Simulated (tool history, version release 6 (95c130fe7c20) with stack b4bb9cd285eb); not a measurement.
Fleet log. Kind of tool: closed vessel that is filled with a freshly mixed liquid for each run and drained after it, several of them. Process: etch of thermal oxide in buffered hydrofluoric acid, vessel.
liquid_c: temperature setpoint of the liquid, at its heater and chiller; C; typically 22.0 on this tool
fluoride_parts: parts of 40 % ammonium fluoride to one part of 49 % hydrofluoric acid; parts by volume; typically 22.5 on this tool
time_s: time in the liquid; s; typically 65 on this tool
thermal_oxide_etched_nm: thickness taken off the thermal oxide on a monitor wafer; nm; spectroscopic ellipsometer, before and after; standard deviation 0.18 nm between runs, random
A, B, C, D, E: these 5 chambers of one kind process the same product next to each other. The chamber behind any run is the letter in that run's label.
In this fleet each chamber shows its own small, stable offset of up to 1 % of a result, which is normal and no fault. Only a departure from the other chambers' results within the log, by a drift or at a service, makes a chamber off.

run,hour,liquid_c,fluoride_parts,time_s,hours since the thermometer was replaced,hours since the hydrofluoric acid flow meter was replaced,"read-back film thickness of the thermal oxide reference wafer, read on the same gauge (nm)",thermal_oxide_etched_nm
1B,8.7,22.0,22.5,65,545.4,168.0,50.006,31.484
2D,14.5,22.0,22.5,65,243.1,1462.5,50.055,30.675
3E,25.4,22.0,22.5,65,528.8,1188.2,49.980,30.713
4A,33.8,22.0,22.5,65,748.8,928.9,49.972,30.759
5C,43.6,22.0,22.5,65,1032.8,194.9,50.001,31.252
6A,51.0,22.0,22.5,65,766.0,946.1,50.008,30.731
7C,61.9,22.0,22.5,65,1051.1,213.2,50.007,31.239
8B,71.0,22.0,22.5,65,607.7,230.3,50.012,31.689
9E,80.1,22.0,22.5,65,583.5,1242.9,50.009,30.827
10D,88.8,22.0,22.5,65,317.4,1536.8,50.022,31.165
11E,95.7,22.0,22.5,65,599.1,1258.5,49.980,30.941
12A,106.0,22.0,16.5,90,821.0,1001.1,50.006,57.175
13C,111.4,22.0,16.5,90,1100.6,262.7,49.990,57.065
14D,121.8,22.0,16.5,90,350.4,1569.8,50.013,55.979
15B,129.6,22.0,16.5,90,666.3,288.9,50.004,56.944
16B,136.0,22.0,16.5,90,672.7,295.3,49.977,57.197
# hour 137.0: chamber E: hydrofluoric acid flow meter replaced
17E,145.0,22.0,22.5,65,648.4,8.0,49.940,31.302
18C,151.0,22.0,15.0,65,1140.2,302.3,49.990,44.783
19D,159.4,22.0,15.0,65,388.0,1607.4,49.952,44.127
20A,165.0,22.0,15.0,65,880.0,1060.1,49.981,46.331
21D,175.6,22.0,15.0,65,404.2,1623.6,49.982,44.218
22C,183.3,22.0,15.0,65,1172.5,334.6,49.998,44.973
23B,191.5,22.0,22.5,65,728.2,350.8,50.001,31.469
24E,198.8,19.5,22.5,30,702.2,61.8,49.985,12.334
25A,204.8,19.5,22.5,30,919.8,1099.9,49.994,12.831
26A,210.7,19.5,22.5,30,925.7,1105.8,50.024,12.828
27D,221.3,19.5,22.5,30,449.9,1669.3,49.987,12.387
28C,229.8,19.5,22.5,30,1219.0,381.1,49.975,12.367
29B,235.5,22.0,17.0,30,772.2,394.8,49.962,18.399
30E,245.8,22.0,17.0,30,749.2,108.8,50.045,18.131
31D,254.7,22.0,17.0,30,483.3,1702.7,50.015,18.367
32A,260.1,22.0,17.0,30,975.1,1155.2,50.002,19.197

The same settings go to every chamber for the next run, one line per chamber below. Forecast the results for each:
33A,268.0,22.0,18.0,65,,,,?
33B,268.0,22.0,18.0,65,,,,?
33C,268.0,22.0,18.0,65,,,,?
33D,268.0,22.0,18.0,65,,,,?
33E,268.0,22.0,18.0,65,,,,?

run,thermal_oxide_etched_nm
33A,39.457
33B,37.972
33C,37.650
33D,37.184
33E,36.930

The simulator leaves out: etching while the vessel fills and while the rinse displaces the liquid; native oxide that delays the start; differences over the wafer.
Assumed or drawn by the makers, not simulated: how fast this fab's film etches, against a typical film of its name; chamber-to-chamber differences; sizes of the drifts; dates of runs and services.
